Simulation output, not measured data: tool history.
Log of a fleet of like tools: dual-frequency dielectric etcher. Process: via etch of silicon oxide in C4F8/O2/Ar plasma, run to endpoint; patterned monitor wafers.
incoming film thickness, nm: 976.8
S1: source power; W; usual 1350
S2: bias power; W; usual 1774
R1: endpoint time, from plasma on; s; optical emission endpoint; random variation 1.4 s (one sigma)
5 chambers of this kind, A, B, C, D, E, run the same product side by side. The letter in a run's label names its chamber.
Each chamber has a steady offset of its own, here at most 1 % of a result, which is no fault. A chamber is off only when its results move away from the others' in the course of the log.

{"run": "1C", "hour": 13.1, "S1": 1350, "S2": 1774, "R1": 232.27}
{"run": "2E", "hour": 25.1, "S1": 1350, "S2": 1774, "R1": 235.63}
{"run": "3A", "hour": 32.0, "S1": 1350, "S2": 1774, "R1": 233.22}
{"run": "4D", "hour": 45.2, "S1": 1350, "S2": 1774, "R1": 230.06}
{"run": "5B", "hour": 59.8, "S1": 1350, "S2": 1774, "R1": 233.13}
{"run": "6E", "hour": 72.6, "S1": 1670, "S2": 1920, "R1": 211.54}
{"run": "7A", "hour": 83.4, "S1": 1670, "S2": 1920, "R1": 208.71}
{"run": "8B", "hour": 96.7, "S1": 1670, "S2": 1920, "R1": 209.49}
{"hour": 98.7, "done": "chamber E: wet clean of the chamber"}
{"run": "9D", "hour": 109.5, "S1": 1670, "S2": 1920, "R1": 209.53}
{"run": "10C", "hour": 117.1, "S1": 1670, "S2": 1920, "R1": 206.62}
{"run": "11C", "hour": 129.7, "S1": 1350, "S2": 1774, "R1": 232.73}
{"hour": 136.5, "done": "chamber D: wet clean of the chamber"}
{"run": "12B", "hour": 144.9, "S1": 1350, "S2": 1774, "R1": 232.05}
{"run": "13D", "hour": 156.8, "S1": 1350, "S2": 1774, "R1": 231.39}
{"run": "14E", "hour": 170.3, "S1": 1490, "S2": 2178, "R1": 210.31}
{"run": "15A", "hour": 183.5, "S1": 1490, "S2": 2178, "R1": 210.47}
{"run": "16A", "hour": 197.0, "S1": 1490, "S2": 2178, "R1": 211.59}
{"run": "17B", "hour": 204.4, "S1": 1490, "S2": 2178, "R1": 212.94}
{"run": "18C", "hour": 214.0, "S1": 1490, "S2": 2178, "R1": 207.61}
{"run": "19E", "hour": 222.7, "S1": 1350, "S2": 1774, "R1": 235.49}
{"run": "20D", "hour": 238.0, "S1": 1350, "S2": 1774, "R1": 229.22}
{"run": "21A", "hour": 249.5, "S1": 1350, "S2": 1774, "R1": 234.66}
{"run": "22D", "hour": 261.8, "S1": 1350, "S2": 1774, "R1": 230.74}
{"hour": 267.6, "done": "chamber B: wet clean of the chamber"}
{"run": "23C", "hour": 270.8, "S1": 1350, "S2": 1774, "R1": 227.61}
{"run": "24B", "hour": 279.5, "S1": 1350, "S2": 1774, "R1": 234.98}
{"run": "25E", "hour": 286.5, "S1": 1350, "S2": 1774, "R1": 235.24}
{"run": "26C", "hour": 297.7, "S1": 1550, "S2": 1910, "R1": 210.06}
{"run": "27E", "hour": 309.9, "S1": 1550, "S2": 1910, "R1": 216.68}
{"run": "28A", "hour": 324.3, "S1": 1550, "S2": 1910, "R1": 218.79}
{"run": "29B", "hour": 336.8, "S1": 1550, "S2": 1910, "R1": 215.69}
{"run": "30D", "hour": 344.1, "S1": 1550, "S2": 1910, "R1": 215.07}
{"run": "31E", "hour": 357.9, "S1": 1350, "S2": 1774, "R1": 233.72}
{"run": "32C", "hour": 371.8, "S1": 1350, "S2": 1774, "R1": 224.91}
{"run": "33B", "hour": 378.9, "S1": 1350, "S2": 1774, "R1": 232.21}
{"run": "34A", "hour": 388.6, "S1": 1350, "S2": 1774, "R1": 234.03}
{"run": "35D", "hour": 400.2, "S1": 1350, "S2": 1774, "R1": 230.71}
{"run": "36A", "hour": 412.1, "S1": 1350, "S2": 1774, "R1": 233.04}
{"run": "37C", "hour": 418.9, "S1": 1350, "S2": 1441, "R1": 239.12}
{"run": "38B", "hour": 426.7, "S1": 1350, "S2": 1441, "R1": 248.73}
{"run": "39D", "hour": 436.5, "S1": 1350, "S2": 1441, "R1": 242.19}
{"run": "40E", "hour": 445.7, "S1": 1350, "S2": 1441, "R1": 249.47}
{"run": "41E", "hour": 458.9, "S1": 1350, "S2": 1441, "R1": 246.35}

Is one chamber off against the others, does the gauge drift, or is nothing wrong? If a chamber is off, say which, and what the likeliest cause is.

Chamber C drifts away from the others.
Cause: etch rate over this chamber's usual, % = 4.95.

Here are 4 candidates for chamber C's next run, each the usual settings with a change, their results left as question marks. Which one brings its results back in line with what the others give on the usual settings?
In line means no further than this from the other chambers' mean on the usual settings: R1 4.90 s
{"run": "42C-1", "hour": 470.0, "S1": 1350, "S2": 1314, "R1": "?"}
{"run": "42C-2", "hour": 470.0, "S1": 1350, "S2": 1478, "R1": "?"}
{"run": "42C-3", "hour": 470.0, "S1": 1670, "S2": 1774, "R1": "?"}
{"run": "42C-4", "hour": 470.0, "S1": 1350, "S2": 2070, "R1": "?"}

The other chambers' mean on the usual settings: R1 233.19 s
run=42C-1 R1=241.65
run=42C-2 R1=233.97
run=42C-3 R1=203.79
run=42C-4 R1=212.28
42C-2 brings the chamber back in line.
